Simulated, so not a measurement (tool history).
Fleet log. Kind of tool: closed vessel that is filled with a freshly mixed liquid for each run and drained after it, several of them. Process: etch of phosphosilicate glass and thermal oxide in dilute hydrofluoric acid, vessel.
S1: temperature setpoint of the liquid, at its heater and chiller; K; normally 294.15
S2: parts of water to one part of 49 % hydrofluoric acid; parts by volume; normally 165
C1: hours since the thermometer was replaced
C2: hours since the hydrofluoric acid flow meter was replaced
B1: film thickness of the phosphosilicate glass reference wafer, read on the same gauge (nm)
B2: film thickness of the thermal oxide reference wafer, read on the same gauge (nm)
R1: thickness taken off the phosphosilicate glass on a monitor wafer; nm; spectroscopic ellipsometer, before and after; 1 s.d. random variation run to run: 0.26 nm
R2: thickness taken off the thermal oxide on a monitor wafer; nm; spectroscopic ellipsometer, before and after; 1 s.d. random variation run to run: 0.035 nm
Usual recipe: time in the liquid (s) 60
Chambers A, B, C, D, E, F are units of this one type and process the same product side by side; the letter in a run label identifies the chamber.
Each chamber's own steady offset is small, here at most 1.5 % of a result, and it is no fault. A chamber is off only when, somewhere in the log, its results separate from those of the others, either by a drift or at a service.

{"run": "1F", "hour": 11.9, "S1": 294.15, "S2": 165, "time in the liquid (s)": 60, "C1": 919.4, "C2": 277.2, "B1": 90.032, "B2": 69.97, "R1": 60.328, "R2": 1.313}
{"run": "2B", "hour": 23.2, "S1": 294.15, "S2": 165, "time in the liquid (s)": 60, "C1": 465.4, "C2": 720.6, "B1": 89.973, "B2": 70.019, "R1": 60.683, "R2": 1.3096}
{"run": "3D", "hour": 28.7, "S1": 294.15, "S2": 165, "time in the liquid (s)": 60, "C1": 623.9, "C2": 1240.3, "B1": 89.987, "B2": 70.008, "R1": 60.587, "R2": 1.3432}
{"run": "4E", "hour": 39.0, "S1": 294.15, "S2": 165, "time in the liquid (s)": 60, "C1": 1174.0, "C2": 956.4, "B1": 89.996, "B2": 70.03, "R1": 59.66, "R2": 1.3768}
{"run": "5C", "hour": 51.6, "S1": 294.15, "S2": 165, "time in the liquid (s)": 60, "C1": 212.2, "C2": 114.8, "B1": 89.999, "B2": 69.988, "R1": 60.158, "R2": 1.3814}
{"run": "6A", "hour": 57.2, "S1": 294.15, "S2": 165, "time in the liquid (s)": 60, "C1": 286.1, "C2": 918.1, "B1": 89.991, "B2": 69.979, "R1": 59.463, "R2": 1.3716}
{"run": "7A", "hour": 66.3, "S1": 294.15, "S2": 135, "time in the liquid (s)": 60, "C1": 295.2, "C2": 927.2, "B1": 89.935, "B2": 70.033, "R1": 75.669, "R2": 1.6691}
{"run": "8F", "hour": 74.1, "S1": 294.15, "S2": 135, "time in the liquid (s)": 60, "C1": 981.6, "C2": 339.4, "B1": 90.018, "B2": 69.961, "R1": 76.906, "R2": 1.6843}
{"run": "9C", "hour": 83.6, "S1": 294.15, "S2": 135, "time in the liquid (s)": 60, "C1": 244.2, "C2": 146.8, "B1": 90.009, "B2": 69.979, "R1": 75.19, "R2": 1.7704}
{"run": "10B", "hour": 95.3, "S1": 294.15, "S2": 135, "time in the liquid (s)": 60, "C1": 537.5, "C2": 792.7, "B1": 90.011, "B2": 69.996, "R1": 76.289, "R2": 1.6817}
{"run": "11E", "hour": 101.4, "S1": 294.15, "S2": 135, "time in the liquid (s)": 60, "C1": 1236.4, "C2": 1018.8, "B1": 90.007, "B2": 69.96, "R1": 74.73, "R2": 1.6779}
{"run": "12D", "hour": 107.4, "S1": 294.15, "S2": 135, "time in the liquid (s)": 60, "C1": 702.6, "C2": 1319.0, "B1": 89.978, "B2": 70.017, "R1": 76.629, "R2": 1.7715}
{"run": "13C", "hour": 117.4, "S1": 298.65, "S2": 165, "time in the liquid (s)": 35, "C1": 278.0, "C2": 180.6, "B1": 89.98, "B2": 70.014, "R1": 41.548, "R2": 0.95544}
{"run": "14B", "hour": 127.1, "S1": 298.65, "S2": 165, "time in the liquid (s)": 35, "C1": 569.3, "C2": 824.5, "B1": 90.029, "B2": 70.02, "R1": 41.881, "R2": 0.93547}
{"run": "15D", "hour": 134.0, "S1": 298.65, "S2": 165, "time in the liquid (s)": 35, "C1": 729.2, "C2": 1345.6, "B1": 89.965, "B2": 70.04, "R1": 42.029, "R2": 0.95044}
{"run": "16F", "hour": 146.8, "S1": 298.65, "S2": 165, "time in the liquid (s)": 35, "C1": 1054.3, "C2": 412.1, "B1": 89.992, "B2": 69.987, "R1": 41.678, "R2": 0.92694}
{"run": "17E", "hour": 156.9, "S1": 298.65, "S2": 165, "time in the liquid (s)": 35, "C1": 1291.9, "C2": 1074.3, "B1": 89.999, "B2": 70.045, "R1": 41.232, "R2": 0.9847}
{"run": "18A", "hour": 164.1, "S1": 298.65, "S2": 165, "time in the liquid (s)": 35, "C1": 393.0, "C2": 1025.0, "B1": 90.009, "B2": 70.032, "R1": 41.333, "R2": 0.92104}
{"run": "19B", "hour": 171.0, "S1": 294.15, "S2": 165, "time in the liquid (s)": 75, "C1": 613.2, "C2": 868.4, "B1": 89.982, "B2": 70.011, "R1": 75.685, "R2": 1.6594}
{"run": "20A", "hour": 181.9, "S1": 294.15, "S2": 165, "time in the liquid (s)": 75, "C1": 410.8, "C2": 1042.8, "B1": 89.99, "B2": 70.021, "R1": 74.156, "R2": 1.6821}
{"run": "21D", "hour": 187.6, "S1": 294.15, "S2": 165, "time in the liquid (s)": 75, "C1": 782.8, "C2": 1399.2, "B1": 89.986, "B2": 70.014, "R1": 75.431, "R2": 1.7175}
{"run": "22E", "hour": 193.4, "S1": 294.15, "S2": 165, "time in the liquid (s)": 75, "C1": 1328.4, "C2": 1110.8, "B1": 89.998, "B2": 69.954, "R1": 73.931, "R2": 1.7805}
{"hour": 201.0, "done": "chamber A: hydrofluoric acid flow meter replaced"}
{"run": "23F", "hour": 205.3, "S1": 294.15, "S2": 165, "time in the liquid (s)": 75, "C1": 1112.8, "C2": 470.6, "B1": 90.001, "B2": 70.007, "R1": 75.552, "R2": 1.6983}
{"run": "24C", "hour": 217.2, "S1": 294.15, "S2": 165, "time in the liquid (s)": 75, "C1": 377.8, "C2": 280.4, "B1": 89.987, "B2": 70.02, "R1": 75.001, "R2": 1.6614}
{"run": "25B", "hour": 223.1, "S1": 294.15, "S2": 165, "time in the liquid (s)": 60, "C1": 665.3, "C2": 920.5, "B1": 90.021, "B2": 69.998, "R1": 60.25, "R2": 1.3032}
{"run": "26A", "hour": 231.7, "S1": 294.15, "S2": 165, "time in the liquid (s)": 60, "C1": 460.6, "C2": 30.7, "B1": 89.978, "B2": 70.007, "R1": 58.968, "R2": 1.3229}
{"run": "27D", "hour": 241.3, "S1": 294.15, "S2": 165, "time in the liquid (s)": 45, "C1": 836.5, "C2": 1452.9, "B1": 90.037, "B2": 70.007, "R1": 45.399, "R2": 1.0122}
{"run": "28C", "hour": 250.7, "S1": 294.15, "S2": 165, "time in the liquid (s)": 45, "C1": 411.3, "C2": 313.9, "B1": 89.996, "B2": 69.993, "R1": 44.97, "R2": 1.0207}
{"run": "29E", "hour": 256.5, "S1": 294.15, "S2": 165, "time in the liquid (s)": 45, "C1": 1391.5, "C2": 1173.9, "B1": 89.991, "B2": 69.981, "R1": 44.443, "R2": 1.0048}
{"run": "30F", "hour": 265.6, "S1": 294.15, "S2": 165, "time in the liquid (s)": 45, "C1": 1173.1, "C2": 530.9, "B1": 90.002, "B2": 70.038, "R1": 45.654, "R2": 1.0233}
{"run": "31B", "hour": 274.6, "S1": 294.15, "S2": 165, "time in the liquid (s)": 45, "C1": 716.8, "C2": 972.0, "B1": 89.982, "B2": 70.042, "R1": 45.069, "R2": 1.0047}
{"run": "32D", "hour": 280.3, "S1": 294.15, "S2": 165, "time in the liquid (s)": 45, "C1": 875.5, "C2": 1491.9, "B1": 89.986, "B2": 69.937, "R1": 45.167, "R2": 0.97924}
{"run": "33F", "hour": 286.3, "S1": 294.15, "S2": 165, "time in the liquid (s)": 60, "C1": 1193.8, "C2": 551.6, "B1": 89.986, "B2": 69.989, "R1": 60.263, "R2": 1.3346}
{"run": "34E", "hour": 298.8, "S1": 294.15, "S2": 165, "time in the liquid (s)": 60, "C1": 1433.8, "C2": 1216.2, "B1": 89.994, "B2": 69.983, "R1": 59.103, "R2": 1.3439}
{"run": "35A", "hour": 306.2, "S1": 294.15, "S2": 165, "time in the liquid (s)": 60, "C1": 535.1, "C2": 105.2, "B1": 90.058, "B2": 70.009, "R1": 59.573, "R2": 1.3669}
{"run": "36C", "hour": 312.7, "S1": 294.15, "S2": 165, "time in the liquid (s)": 60, "C1": 473.3, "C2": 375.9, "B1": 90.018, "B2": 69.983, "R1": 60.047, "R2": 1.3442}
{"run": "37D", "hour": 323.4, "S1": 294.15, "S2": 165, "time in the liquid (s)": 60, "C1": 918.6, "C2": 1535.0, "B1": 90.026, "B2": 69.985, "R1": 60.302, "R2": 1.3869}
{"run": "38C", "hour": 335.1, "S1": 299.15, "S2": 165, "time in the liquid (s)": 50, "C1": 495.7, "C2": 398.3, "B1": 89.992, "B2": 69.968, "R1": 60.431, "R2": 1.4182}
{"run": "39E", "hour": 346.7, "S1": 299.15, "S2": 165, "time in the liquid (s)": 50, "C1": 1481.7, "C2": 1264.1, "B1": 90.019, "B2": 70.031, "R1": 60.186, "R2": 1.4132}
{"run": "40A", "hour": 357.7, "S1": 299.15, "S2": 165, "time in the liquid (s)": 50, "C1": 586.6, "C2": 156.7, "B1": 89.993, "B2": 70.002, "R1": 59.602, "R2": 1.3709}
{"run": "41B", "hour": 368.8, "S1": 299.15, "S2": 165, "time in the liquid (s)": 50, "C1": 811.0, "C2": 1066.2, "B1": 89.991, "B2": 69.995, "R1": 60.551, "R2": 1.3255}
{"hour": 371.4, "done": "chamber B: hydrofluoric acid flow meter replaced"}
{"run": "42F", "hour": 375.7, "S1": 299.15, "S2": 165, "time in the liquid (s)": 50, "C1": 1283.2, "C2": 641.0, "B1": 89.981, "B2": 69.994, "R1": 61.16, "R2": 1.3915}
{"run": "43E", "hour": 382.2, "S1": 299.15, "S2": 165, "time in the liquid (s)": 50, "C1": 1517.2, "C2": 1299.6, "B1": 90.037, "B2": 70.037, "R1": 59.815, "R2": 1.395}
{"run": "44B", "hour": 393.6, "S1": 291.65, "S2": 165, "time in the liquid (s)": 60, "C1": 835.8, "C2": 22.2, "B1": 89.978, "B2": 70.021, "R1": 54.415, "R2": 1.1937}

Read the log: is a single chamber off, either drifting away or since a service, is the gauge that measures every chamber drifting, or is nothing wrong beyond small per-chamber offsets? Name any odd chamber and what most likely caused it.

Beyond each chamber's small constant offset nothing stands out, and the gauge stays steady.
